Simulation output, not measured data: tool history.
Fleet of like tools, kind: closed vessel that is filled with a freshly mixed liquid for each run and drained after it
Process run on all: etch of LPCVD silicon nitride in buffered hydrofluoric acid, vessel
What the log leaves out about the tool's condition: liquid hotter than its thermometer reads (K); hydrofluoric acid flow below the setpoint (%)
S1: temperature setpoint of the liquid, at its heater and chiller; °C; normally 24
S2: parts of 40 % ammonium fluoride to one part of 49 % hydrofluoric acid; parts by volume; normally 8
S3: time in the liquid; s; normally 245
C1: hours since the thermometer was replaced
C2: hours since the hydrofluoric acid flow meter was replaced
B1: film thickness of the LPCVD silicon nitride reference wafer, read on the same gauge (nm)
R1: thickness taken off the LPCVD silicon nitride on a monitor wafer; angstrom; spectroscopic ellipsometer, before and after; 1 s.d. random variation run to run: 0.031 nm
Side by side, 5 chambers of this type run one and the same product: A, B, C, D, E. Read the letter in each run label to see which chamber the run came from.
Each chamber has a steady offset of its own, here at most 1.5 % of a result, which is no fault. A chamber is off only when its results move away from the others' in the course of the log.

run	day	S1	S2	S3	C1	C2	B1	R1
1B	0.179	24	8	245	480.6	639.1	110	40.132
# day 0.279: chamber C: thermometer replaced
2A	0.462	24	8	245	632.3	1625.3	109.99	40.435
3C	0.767	24	8	245	11.7	975.3	109.97	40.593
4E	1.062	24	8	245	223.1	1234.6	109.95	40.164
5D	1.271	24	8	245	581.2	1804.2	110.01	40.389
6B	1.55	24	8	245	513.5	672	110.02	40.734
7C	1.854	24	8	245	37.8	1001.4	110.01	40.2
8E	2.088	24	8	245	247.7	1259.2	109.99	39.828
9A	2.362	24	8	245	677.9	1670.9	110	40.703
10D	2.512	24	8	245	611	1834	110.02	40.121
11E	2.667	24	8	245	261.6	1273.1	110	40.146
12C	2.896	24	8	245	62.8	1026.4	109.97	40.269
13D	3.092	24	8	245	624.9	1847.9	109.99	40.643
14A	3.317	24	8	245	700.8	1693.8	110	40.997
15B	3.492	24	8	245	560.1	718.6	109.97	40.513
16B	3.662	24	8	245	564.2	722.7	110.04	40.203
17C	3.838	24	8	245	85.4	1049	110	40.355
18A	4.075	24	8	245	719	1712	110.01	39.993
19D	4.242	24	8	245	652.5	1875.5	110	41.328
20E	4.475	24	8	245	305	1316.5	110	40.5
21E	4.696	24	8	245	310.3	1321.8	109.99	40.196
22D	4.983	24	8	245	670.3	1893.3	109.99	42.184
23C	5.208	24	8	245	118.3	1081.9	110.02	40.069
24A	5.442	24	8	245	751.8	1744.8	110	41.044
25B	5.592	24	8	245	610.5	769	110	40.203
26B	5.742	24	8	245	614.1	772.6	110.01	40.638
27D	5.896	24	8	245	692.2	1915.2	110.01	42.933
28C	6.162	24	8	245	141.2	1104.8	109.99	40.537
29A	6.429	24	8	245	775.5	1768.5	109.98	40.455
30E	6.738	28.5	9.5	245	359.3	1370.8	109.99	43.777
31C	7.029	28.5	9.5	245	162	1125.6	109.98	43.231
32E	7.217	28.5	9.5	245	370.8	1382.3	109.96	44.184
33A	7.508	28.5	9.5	245	801.4	1794.4	110.01	44.486
# day 7.729: chamber D: hydrofluoric acid flow meter replaced
34D	7.738	28.5	9.5	245	736.4	0.2	109.99	48.112
35B	7.954	28	6	245	667.2	825.7	109.99	66.459
36C	8.25	28	6	245	191.3	1154.9	110	66.932

All 5 chambers run these settings next. Forecast each chamber's results:
37A	8.483	24	10	245				?
37B	8.483	24	10	245				?
37C	8.483	24	10	245				?
37D	8.483	24	10	245				?
37E	8.483	24	10	245				?

run	R1
37A	33.212
37B	32.922
37C	33.133
37D	36.983
37E	33.146
